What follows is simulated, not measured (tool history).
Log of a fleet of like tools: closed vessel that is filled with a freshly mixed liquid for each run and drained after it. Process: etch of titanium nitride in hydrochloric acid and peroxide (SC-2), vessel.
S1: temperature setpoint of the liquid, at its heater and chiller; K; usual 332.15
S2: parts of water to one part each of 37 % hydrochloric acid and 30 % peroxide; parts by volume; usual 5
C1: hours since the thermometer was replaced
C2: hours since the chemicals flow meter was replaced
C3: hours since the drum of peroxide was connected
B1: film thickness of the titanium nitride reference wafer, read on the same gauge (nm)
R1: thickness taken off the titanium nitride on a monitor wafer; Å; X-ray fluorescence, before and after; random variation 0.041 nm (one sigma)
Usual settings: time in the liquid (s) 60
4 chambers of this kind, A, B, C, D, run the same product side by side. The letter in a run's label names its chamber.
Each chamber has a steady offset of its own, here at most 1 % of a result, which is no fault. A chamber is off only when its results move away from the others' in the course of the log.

run 1B hour=10.1 | S1=332.15 S2=5 time_in_the_liquid_(s)=60 | C1=1605.1 C2=609.7 C3=883.4 | B1=100.01 | R1=59.729
run 2D hour=23 | S1=332.15 S2=5 time_in_the_liquid_(s)=60 | C1=1831 C2=332.6 C3=227.1 | B1=100 | R1=58.723
run 3C hour=34.5 | S1=332.15 S2=5 time_in_the_liquid_(s)=60 | C1=1326.7 C2=1316.2 C3=308.5 | B1=99.993 | R1=59.238
run 4A hour=44 | S1=332.15 S2=5 time_in_the_liquid_(s)=60 | C1=1603 C2=566.2 C3=478.4 | B1=99.996 | R1=59.204
run 5A hour=59.5 | S1=332.15 S2=5 time_in_the_liquid_(s)=60 | C1=1618.5 C2=581.7 C3=493.9 | B1=99.977 | R1=59.317
run 6D hour=73.1 | S1=332.15 S2=4 time_in_the_liquid_(s)=50 | C1=1881.1 C2=382.7 C3=277.2 | B1=100.01 | R1=58.002
-- hour=80 chamber D: thermometer replaced
run 7B hour=80.3 | S1=332.15 S2=4 time_in_the_liquid_(s)=50 | C1=1675.3 C2=679.9 C3=953.6 | B1=99.987 | R1=58.214
-- hour=83.4 chamber B: new drum of peroxide connected
-- hour=91.6 chamber B: chemicals flow meter replaced
run 8C hour=92.9 | S1=332.15 S2=4 time_in_the_liquid_(s)=50 | C1=1385.1 C2=1374.6 C3=366.9 | B1=99.997 | R1=56.728
run 9A hour=103.4 | S1=332.15 S2=4 time_in_the_liquid_(s)=50 | C1=1662.4 C2=625.6 C3=537.8 | B1=99.967 | R1=57.425
run 10B hour=113.9 | S1=332.15 S2=5 time_in_the_liquid_(s)=60 | C1=1708.9 C2=22.3 C3=30.6 | B1=99.989 | R1=59.37
run 11C hour=121.4 | S1=332.15 S2=5 time_in_the_liquid_(s)=60 | C1=1413.6 C2=1403.1 C3=395.4 | B1=100.01 | R1=58.711
run 12D hour=133.2 | S1=332.15 S2=5 time_in_the_liquid_(s)=60 | C1=53.3 C2=442.8 C3=337.3 | B1=99.993 | R1=58.739
run 13B hour=143.9 | S1=332.15 S2=5 time_in_the_liquid_(s)=60 | C1=1738.9 C2=52.3 C3=60.6 | B1=99.992 | R1=59.049
run 14C hour=155.8 | S1=332.15 S2=5 time_in_the_liquid_(s)=60 | C1=1448 C2=1437.5 C3=429.8 | B1=99.987 | R1=58.586
run 15D hour=170.2 | S1=332.15 S2=5 time_in_the_liquid_(s)=60 | C1=90.3 C2=479.8 C3=374.3 | B1=100.01 | R1=58.869
run 16A hour=179.3 | S1=332.15 S2=5 time_in_the_liquid_(s)=60 | C1=1738.3 C2=701.5 C3=613.7 | B1=100 | R1=59.009
run 17D hour=189.5 | S1=332.15 S2=5 time_in_the_liquid_(s)=60 | C1=109.6 C2=499.1 C3=393.6 | B1=100.01 | R1=59.048
run 18A hour=203.3 | S1=332.15 S2=5 time_in_the_liquid_(s)=60 | C1=1762.3 C2=725.5 C3=637.7 | B1=99.994 | R1=59.81
run 19B hour=215.1 | S1=332.15 S2=5 time_in_the_liquid_(s)=60 | C1=1810.1 C2=123.5 C3=131.8 | B1=99.999 | R1=57.151
run 20C hour=223.8 | S1=332.15 S2=5 time_in_the_liquid_(s)=60 | C1=1516 C2=1505.5 C3=497.8 | B1=99.995 | R1=58.363
-- hour=230.7 chamber A: chemicals flow meter replaced
run 21B hour=237.5 | S1=332.15 S2=5 time_in_the_liquid_(s)=60 | C1=1832.5 C2=145.9 C3=154.2 | B1=100 | R1=56.657
run 22A hour=252.9 | S1=332.15 S2=5 time_in_the_liquid_(s)=60 | C1=1811.9 C2=22.3 C3=687.3 | B1=100.01 | R1=58.988
run 23D hour=263.2 | S1=332.15 S2=5 time_in_the_liquid_(s)=60 | C1=183.3 C2=572.8 C3=467.3 | B1=100.02 | R1=59.375
run 24C hour=271.2 | S1=332.15 S2=5 time_in_the_liquid_(s)=90 | C1=1563.4 C2=1552.9 C3=545.2 | B1=99.996 | R1=88.006
run 25C hour=286.1 | S1=332.15 S2=5 time_in_the_liquid_(s)=90 | C1=1578.3 C2=1567.8 C3=560.1 | B1=100.01 | R1=87.73
-- hour=287.2 chamber D: new drum of peroxide connected
run 26D hour=298 | S1=332.15 S2=5 time_in_the_liquid_(s)=90 | C1=218.1 C2=607.6 C3=10.9 | B1=99.992 | R1=87.815
run 27B hour=306.6 | S1=332.15 S2=5 time_in_the_liquid_(s)=90 | C1=1901.6 C2=215 C3=223.3 | B1=100.01 | R1=82.811

All 4 chambers run these settings next. Forecast each chamber's results:
run 28A hour=318.3 | S1=332.15 S2=5 time_in_the_liquid_(s)=40 | R1=?
run 28B hour=318.3 | S1=332.15 S2=5 time_in_the_liquid_(s)=40 | R1=?
run 28C hour=318.3 | S1=332.15 S2=5 time_in_the_liquid_(s)=40 | R1=?
run 28D hour=318.3 | S1=332.15 S2=5 time_in_the_liquid_(s)=40 | R1=?

run=28A R1=39.498
run=28B R1=36.511
run=28C R1=39.072
run=28D R1=38.786

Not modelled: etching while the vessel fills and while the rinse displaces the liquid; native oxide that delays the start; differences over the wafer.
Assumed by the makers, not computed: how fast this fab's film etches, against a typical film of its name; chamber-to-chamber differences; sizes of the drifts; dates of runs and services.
